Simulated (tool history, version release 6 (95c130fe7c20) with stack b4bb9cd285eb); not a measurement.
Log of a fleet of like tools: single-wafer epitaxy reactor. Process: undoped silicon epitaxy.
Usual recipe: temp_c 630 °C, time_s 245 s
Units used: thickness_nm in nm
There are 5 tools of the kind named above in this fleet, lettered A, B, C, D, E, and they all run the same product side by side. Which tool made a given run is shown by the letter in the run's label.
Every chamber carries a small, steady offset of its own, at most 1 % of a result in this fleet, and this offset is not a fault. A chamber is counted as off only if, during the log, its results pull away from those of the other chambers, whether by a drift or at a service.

run   hour  temp_c  time_s  read-back reference wafer on the same gauge, thickness_nm  thickness_nm
 1C   11.9     630     245                                                     23.212        26.486
 2E   19.7     630     245                                                     23.178        26.271
 3B   33.4     630     245                                                     23.185        26.337
 4A   44.0     630     245                                                     23.218        26.179
 5D   51.8     630     245                                                     23.198        26.448
 6B   58.4     630     245                                                     23.219        26.258
 7D   72.6     630     245                                                     23.212        26.426
 8E   78.9     630     245                                                     23.219        26.220
 9A   88.9     630     245                                                     23.205        26.123
10C   95.2     630     245                                                     23.211        26.655
11B  109.5     630     245                                                     23.190        26.493
12E  116.2     630     245                                                     23.192        26.109
13C  130.0     630     245                                                     23.176        26.499
14A  137.9     630     245                                                     23.189        26.423
15D  149.1     630     245                                                     23.191        26.545
16E  155.4     630     245                                                     23.186        26.206
17B  168.2     630     245                                                     23.210        26.341
18A  180.6     630     245                                                     23.201        26.216
19C  193.3     630     245                                                     23.217        26.438
20D  206.7     630     245                                                     23.202        26.486
21A  219.2     630     245                                                     23.186        26.318
     231.0  -- chamber C: pyrometer calibrated
22C  231.9     630     245                                                     23.223        25.166
23B  241.2     630     245                                                     23.219        26.285
24D  250.1     630     245                                                     23.198        26.493
25E  258.7     630     245                                                     23.196        26.385
26E  270.7     630     245                                                     23.199        26.186
27B  277.4     630     245                                                     23.203        26.581
28C  287.7     630     245                                                     23.190        25.115
29D  297.0     630     245                                                     23.208        26.633
30A  310.3     630     245                                                     23.198        26.247
     319.5  -- chamber B: pyrometer calibrated
31A  320.4     618     289                                                     23.187        23.732
32D  329.3     618     289                                                     23.185        23.887
33C  336.7     618     289                                                     23.215        22.475
34B  343.0     618     289                                                     23.229        23.367
35E  349.9     618     289                                                     23.188        23.578
36D  362.6     630     245                                                     23.207        26.458

Is one chamber off against the others, does the gauge drift, or is nothing wrong? If a chamber is off, say which, and what the likeliest cause is.

Chamber C has stood off from the others ever since a service on it.
Cause: wafer temperature below the value expected at the setpoint (K) = 2.16.

Chamber C could run next with any of the 4 candidate recipes listed below; each alters the usual settings, and their results appear as question marks. Which one brings its results back in line with what the other chambers deliver on the usual settings?
To be in line, a result may differ from the other chambers' mean on the usual settings by at most: thickness_nm 0.370 nm
37C-1  373.0     630     235                                                                        ?
37C-2  373.0     630     255                                                                        ?
37C-3  373.0     630     226                                                                        ?
37C-4  373.0     630     264                                                                        ?

Other chambers, usual settings, mean: thickness_nm 26.323 nm
  run  thickness_nm
37C-1        24.160
37C-2        26.216
37C-3        23.234
37C-4        27.141
Change 37C-2 lands the chamber within the allowed miss of the other chambers.

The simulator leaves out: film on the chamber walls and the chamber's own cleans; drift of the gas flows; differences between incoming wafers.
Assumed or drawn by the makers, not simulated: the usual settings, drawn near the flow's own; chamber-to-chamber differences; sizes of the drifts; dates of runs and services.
